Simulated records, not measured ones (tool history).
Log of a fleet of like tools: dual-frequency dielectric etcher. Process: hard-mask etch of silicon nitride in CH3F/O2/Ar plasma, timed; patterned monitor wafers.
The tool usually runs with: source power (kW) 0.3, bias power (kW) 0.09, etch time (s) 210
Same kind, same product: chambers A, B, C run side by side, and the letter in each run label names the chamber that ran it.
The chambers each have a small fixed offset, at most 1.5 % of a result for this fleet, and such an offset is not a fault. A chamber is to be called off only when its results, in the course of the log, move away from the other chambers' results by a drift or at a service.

run	hour	source power (kW)	bias power (kW)	etch time (s)	read-back reference wafer on the same gauge, depth_nm	mean etch depth across the wafer (angstrom)
1A	9.7	0.3	0.09	210	136.84	1426.5
2B	17	0.3	0.09	210	137	1419.4
3C	24.6	0.3	0.09	210	136.86	1440.3
4B	30.9	0.3	0.09	210	136.8	1421.8
5A	35.6	0.3	0.09	210	137.01	1444.8
6C	45.6	0.3	0.09	210	136.94	1443.2
7B	51.7	0.3	0.09	210	136.77	1420.9
8C	57	0.3	0.09	210	137.03	1459.5
9A	61.9	0.3	0.09	210	137.02	1462.8
10C	68.1	0.3	0.09	210	137.03	1447.1
11A	75.5	0.3	0.09	210	137.11	1444.5
# hour 85.1: chamber A: source power generator calibrated
12B	85.8	0.3	0.09	210	136.86	1434.7
# hour 90: chamber A: wet clean of the chamber
13B	96.2	0.3	0.09	210	137.24	1414.8
14A	104.5	0.3	0.09	210	137.08	1491.9
15C	113.1	0.3	0.09	210	137.19	1449.8
16C	117.6	0.3	0.09	210	137.16	1463.6
# hour 120.2: chamber B: bias power generator calibrated
17A	127.7	0.3	0.09	210	136.97	1493.9
18B	137	0.3	0.09	210	136.82	1429.8
19A	143.6	0.3	0.09	210	137.1	1496.7
20C	151.5	0.3	0.09	210	137.19	1470.5
21B	157.8	0.3	0.09	210	137.03	1423.6
22A	164.1	0.34	0.09	180.5	136.96	1342

All chambers now run identical settings, listed one chamber a line with results as question marks. What results will each chamber show?
23A	171.5	0.36	0.09	210		?
23B	171.5	0.36	0.09	210		?
23C	171.5	0.36	0.09	210		?

run	mean etch depth across the wafer (angstrom)
23A	1609.1
23B	1536.5
23C	1558.5
